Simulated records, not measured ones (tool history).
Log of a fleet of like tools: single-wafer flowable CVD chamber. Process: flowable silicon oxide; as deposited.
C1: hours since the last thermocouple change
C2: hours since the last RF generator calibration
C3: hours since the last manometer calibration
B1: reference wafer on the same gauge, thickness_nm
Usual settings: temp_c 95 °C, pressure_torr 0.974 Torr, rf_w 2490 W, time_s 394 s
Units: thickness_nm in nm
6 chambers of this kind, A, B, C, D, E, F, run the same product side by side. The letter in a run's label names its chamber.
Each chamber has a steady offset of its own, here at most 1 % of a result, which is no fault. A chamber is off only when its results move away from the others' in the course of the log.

-- hour=7.4 chamber E: thermocouple changed; heater temperature recalibrated
run 1D hour=10.2 | temp_c=95 pressure_torr=0.974 rf_w=2490 time_s=394 | C1=97.7 C2=745.7 C3=415.3 | B1=323.00 | thickness_nm=374.78
run 2E hour=17.5 | temp_c=95 pressure_torr=0.974 rf_w=2490 time_s=394 | C1=10.2 C2=1032.7 C3=2614.3 | B1=323.12 | thickness_nm=372.53
run 3C hour=29.9 | temp_c=95 pressure_torr=0.974 rf_w=2490 time_s=394 | C1=456.9 C2=487.4 C3=985.7 | B1=323.19 | thickness_nm=373.40
run 4A hour=41.1 | temp_c=95 pressure_torr=0.974 rf_w=2490 time_s=394 | C1=632.4 C2=404.2 C3=452.1 | B1=323.19 | thickness_nm=375.55
run 5B hour=50.1 | temp_c=95 pressure_torr=0.974 rf_w=2490 time_s=394 | C1=209.4 C2=904.9 C3=1198.5 | B1=323.13 | thickness_nm=375.85
run 6F hour=61.5 | temp_c=95 pressure_torr=1.142 rf_w=2490 time_s=360 | C1=218.2 C2=1318.5 C3=456.7 | B1=323.15 | thickness_nm=408.63
-- hour=64.2 chamber E: capacitance manometer re-zeroed and calibrated
run 7C hour=73.0 | temp_c=95 pressure_torr=1.142 rf_w=2490 time_s=360 | C1=500.0 C2=530.5 C3=1028.8 | B1=323.31 | thickness_nm=409.47
run 8B hour=86.0 | temp_c=95 pressure_torr=1.142 rf_w=2490 time_s=360 | C1=245.3 C2=940.8 C3=1234.4 | B1=323.41 | thickness_nm=415.60
run 9D hour=96.3 | temp_c=95 pressure_torr=1.142 rf_w=2490 time_s=360 | C1=183.8 C2=831.8 C3=501.4 | B1=323.28 | thickness_nm=411.64
run 10E hour=104.2 | temp_c=95 pressure_torr=1.142 rf_w=2490 time_s=360 | C1=96.9 C2=1119.4 C3=40.1 | B1=323.43 | thickness_nm=412.61
run 11A hour=116.4 | temp_c=95 pressure_torr=1.142 rf_w=2490 time_s=360 | C1=707.7 C2=479.5 C3=527.4 | B1=323.48 | thickness_nm=411.88
run 12F hour=123.9 | temp_c=95 pressure_torr=0.974 rf_w=2490 time_s=394 | C1=280.6 C2=1380.9 C3=519.1 | B1=323.57 | thickness_nm=371.89
run 13A hour=139.1 | temp_c=95 pressure_torr=0.974 rf_w=2490 time_s=394 | C1=730.4 C2=502.2 C3=550.1 | B1=323.55 | thickness_nm=374.92
run 14D hour=150.2 | temp_c=95 pressure_torr=0.974 rf_w=2490 time_s=394 | C1=237.7 C2=885.7 C3=555.3 | B1=323.61 | thickness_nm=376.53
run 15E hour=159.0 | temp_c=95 pressure_torr=0.974 rf_w=2855 time_s=394 | C1=151.7 C2=1174.2 C3=94.9 | B1=323.56 | thickness_nm=379.39
run 16F hour=172.0 | temp_c=95 pressure_torr=0.974 rf_w=2855 time_s=394 | C1=328.7 C2=1429.0 C3=567.2 | B1=323.69 | thickness_nm=377.79
run 17B hour=179.6 | temp_c=95 pressure_torr=0.974 rf_w=2855 time_s=394 | C1=338.9 C2=1034.4 C3=1328.0 | B1=323.62 | thickness_nm=381.73
run 18C hour=191.0 | temp_c=95 pressure_torr=0.974 rf_w=2855 time_s=394 | C1=618.0 C2=648.5 C3=1146.8 | B1=323.76 | thickness_nm=379.46
run 19A hour=197.9 | temp_c=95 pressure_torr=0.974 rf_w=2855 time_s=394 | C1=789.2 C2=561.0 C3=608.9 | B1=323.71 | thickness_nm=381.46
run 20E hour=212.2 | temp_c=95 pressure_torr=0.974 rf_w=2855 time_s=394 | C1=204.9 C2=1227.4 C3=148.1 | B1=323.86 | thickness_nm=380.37
run 21C hour=225.7 | temp_c=95 pressure_torr=0.974 rf_w=2490 time_s=394 | C1=652.7 C2=683.2 C3=1181.5 | B1=323.85 | thickness_nm=373.70
run 22D hour=240.7 | temp_c=95 pressure_torr=1.182 rf_w=2785 time_s=394 | C1=328.2 C2=976.2 C3=645.8 | B1=323.99 | thickness_nm=475.09
run 23F hour=251.7 | temp_c=95 pressure_torr=1.182 rf_w=2785 time_s=394 | C1=408.4 C2=1508.7 C3=646.9 | B1=323.93 | thickness_nm=471.11
run 24B hour=262.6 | temp_c=95 pressure_torr=1.182 rf_w=2785 time_s=394 | C1=421.9 C2=1117.4 C3=1411.0 | B1=324.13 | thickness_nm=479.43
run 25C hour=269.8 | temp_c=95 pressure_torr=1.182 rf_w=2785 time_s=394 | C1=696.8 C2=727.3 C3=1225.6 | B1=324.13 | thickness_nm=473.43
run 26E hour=281.3 | temp_c=95 pressure_torr=1.182 rf_w=2785 time_s=394 | C1=274.0 C2=1296.5 C3=217.2 | B1=324.14 | thickness_nm=475.42
run 27D hour=290.0 | temp_c=95 pressure_torr=1.182 rf_w=2785 time_s=394 | C1=377.5 C2=1025.5 C3=695.1 | B1=324.09 | thickness_nm=475.96
run 28B hour=299.6 | temp_c=95 pressure_torr=0.974 rf_w=2490 time_s=394 | C1=458.9 C2=1154.4 C3=1448.0 | B1=324.17 | thickness_nm=376.46
-- hour=303.8 chamber A: thermocouple changed; heater temperature recalibrated
run 29A hour=308.5 | temp_c=95 pressure_torr=0.974 rf_w=2490 time_s=394 | C1=4.7 C2=671.6 C3=719.5 | B1=324.32 | thickness_nm=375.33
run 30F hour=322.1 | temp_c=95 pressure_torr=0.974 rf_w=2490 time_s=394 | C1=478.8 C2=1579.1 C3=717.3 | B1=324.21 | thickness_nm=372.52
run 31E hour=332.0 | temp_c=95 pressure_torr=0.974 rf_w=2490 time_s=394 | C1=324.7 C2=1347.2 C3=267.9 | B1=324.42 | thickness_nm=374.50
run 32D hour=340.3 | temp_c=81 pressure_torr=0.974 rf_w=2855 time_s=394 | C1=427.8 C2=1075.8 C3=745.4 | B1=324.43 | thickness_nm=593.33
run 33C hour=355.0 | temp_c=81 pressure_torr=0.974 rf_w=2855 time_s=394 | C1=782.0 C2=812.5 C3=1310.8 | B1=324.40 | thickness_nm=589.63
run 34A hour=364.7 | temp_c=81 pressure_torr=0.974 rf_w=2855 time_s=394 | C1=60.9 C2=727.8 C3=775.7 | B1=324.34 | thickness_nm=588.88
run 35B hour=372.0 | temp_c=81 pressure_torr=0.974 rf_w=2855 time_s=394 | C1=531.3 C2=1226.8 C3=1520.4 | B1=324.44 | thickness_nm=595.80
run 36F hour=386.9 | temp_c=81 pressure_torr=0.974 rf_w=2855 time_s=394 | C1=543.6 C2=1643.9 C3=782.1 | B1=324.57 | thickness_nm=589.59
run 37E hour=401.6 | temp_c=81 pressure_torr=0.974 rf_w=2855 time_s=394 | C1=394.3 C2=1416.8 C3=337.5 | B1=324.64 | thickness_nm=587.66
run 38C hour=408.8 | temp_c=95 pressure_torr=0.974 rf_w=2490 time_s=394 | C1=835.8 C2=866.3 C3=1364.6 | B1=324.76 | thickness_nm=375.98
run 39D hour=423.0 | temp_c=95 pressure_torr=0.974 rf_w=2490 time_s=394 | C1=510.5 C2=1158.5 C3=828.1 | B1=324.63 | thickness_nm=378.26
run 40B hour=434.5 | temp_c=95 pressure_torr=0.974 rf_w=2490 time_s=394 | C1=593.8 C2=1289.3 C3=1582.9 | B1=324.75 | thickness_nm=378.84
run 41F hour=448.5 | temp_c=95 pressure_torr=0.974 rf_w=2490 time_s=394 | C1=605.2 C2=1705.5 C3=843.7 | B1=324.89 | thickness_nm=373.56

Is one chamber off against the others, does the gauge drift, or is nothing wrong? If a chamber is off, say which, and what the likeliest cause is.

The gauge drifts, so all chambers seem to drift together. No chamber is off.
Cause: gauge reads high (%) = 0.57.
